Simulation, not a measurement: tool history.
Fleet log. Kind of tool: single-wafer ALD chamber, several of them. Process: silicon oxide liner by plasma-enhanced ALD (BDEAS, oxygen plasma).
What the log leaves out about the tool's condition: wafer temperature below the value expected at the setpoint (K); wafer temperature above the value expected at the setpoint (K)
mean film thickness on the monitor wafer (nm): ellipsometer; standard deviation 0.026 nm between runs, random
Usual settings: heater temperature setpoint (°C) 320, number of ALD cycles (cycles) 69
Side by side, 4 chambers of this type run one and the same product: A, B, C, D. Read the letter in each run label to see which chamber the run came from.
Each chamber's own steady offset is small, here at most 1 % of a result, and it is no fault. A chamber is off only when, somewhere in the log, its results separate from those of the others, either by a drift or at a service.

run   hour  heater temperature setpoint (°C)  number of ALD cycles (cycles)  hours since the last thermocouple change  read-back reference wafer on the same gauge, thickness_nm  mean film thickness on the monitor wafer (nm)
 1D   14.4                               320                             69                                    1069.7                                                     5.0773                                         6.1964
 2B   22.0                               320                             69                                    1099.4                                                     5.0798                                         6.2200
 3C   35.3                               320                             69                                    1530.8                                                     5.0833                                         6.2250
 4A   47.0                               320                             69                                    1661.5                                                     5.0798                                         6.2272
 5A   57.7                               320                             69                                    1672.2                                                     5.0776                                         6.2159
 6C   71.6                               320                             69                                    1567.1                                                     5.0774                                         6.2773
 7D   79.3                               320                             69                                    1134.6                                                     5.0787                                         6.2206
 8B   93.8                               320                             69                                    1171.2                                                     5.0805                                         6.2358
 9C  106.1                               320                             69                                    1601.6                                                     5.0784                                         6.2796
10B  113.3                               320                             69                                    1190.7                                                     5.0866                                         6.2696
11A  127.4                               320                             69                                    1741.9                                                     5.0836                                         6.2146
12D  137.2                               320                             69                                    1192.5                                                     5.0771                                         6.1631
13C  143.7                               320                             69                                    1639.2                                                     5.0788                                         6.2491
14D  151.7                               320                             69                                    1207.0                                                     5.0817                                         6.2274
15A  163.1                               320                             69                                    1777.6                                                     5.0815                                         6.2754
     175.6  -- chamber D: thermocouple changed; heater temperature recalibrated
16B  176.4                               320                             69                                    1253.8                                                     5.0832                                         6.2451
17B  190.8                               320                             69                                    1268.2                                                     5.0841                                         6.2542
18A  198.3                               320                             69                                    1812.8                                                     5.0800                                         6.2470
19C  206.2                               320                             69                                    1701.7                                                     5.0830                                         6.3009
20D  217.5                               320                             69                                      41.9                                                     5.0812                                         6.1814
21D  225.9                               331                             69                                      50.3                                                     5.0829                                         6.1368
22C  235.3                               331                             69                                    1730.8                                                     5.0814                                         6.1517
23B  244.5                               331                             69                                    1321.9                                                     5.0777                                         6.1835
24A  251.1                               331                             69                                    1865.6                                                     5.0868                                         6.1633
25D  261.5                               320                             69                                      85.9                                                     5.0845                                         6.2273
26B  272.2                               320                             69                                    1349.6                                                     5.0852                                         6.2546
27C  281.8                               320                             69                                    1777.3                                                     5.0833                                         6.3108
28A  291.8                               320                             69                                    1906.3                                                     5.0878                                         6.2344

Which is it: a chamber that has drifted or been left off by a service, a gauge drift common to all chambers, or only each chamber's usual small offset? If a chamber is off, name it and its likeliest cause.

No chamber is off and the gauge is stable; the differences are just each chamber's small, constant offset.
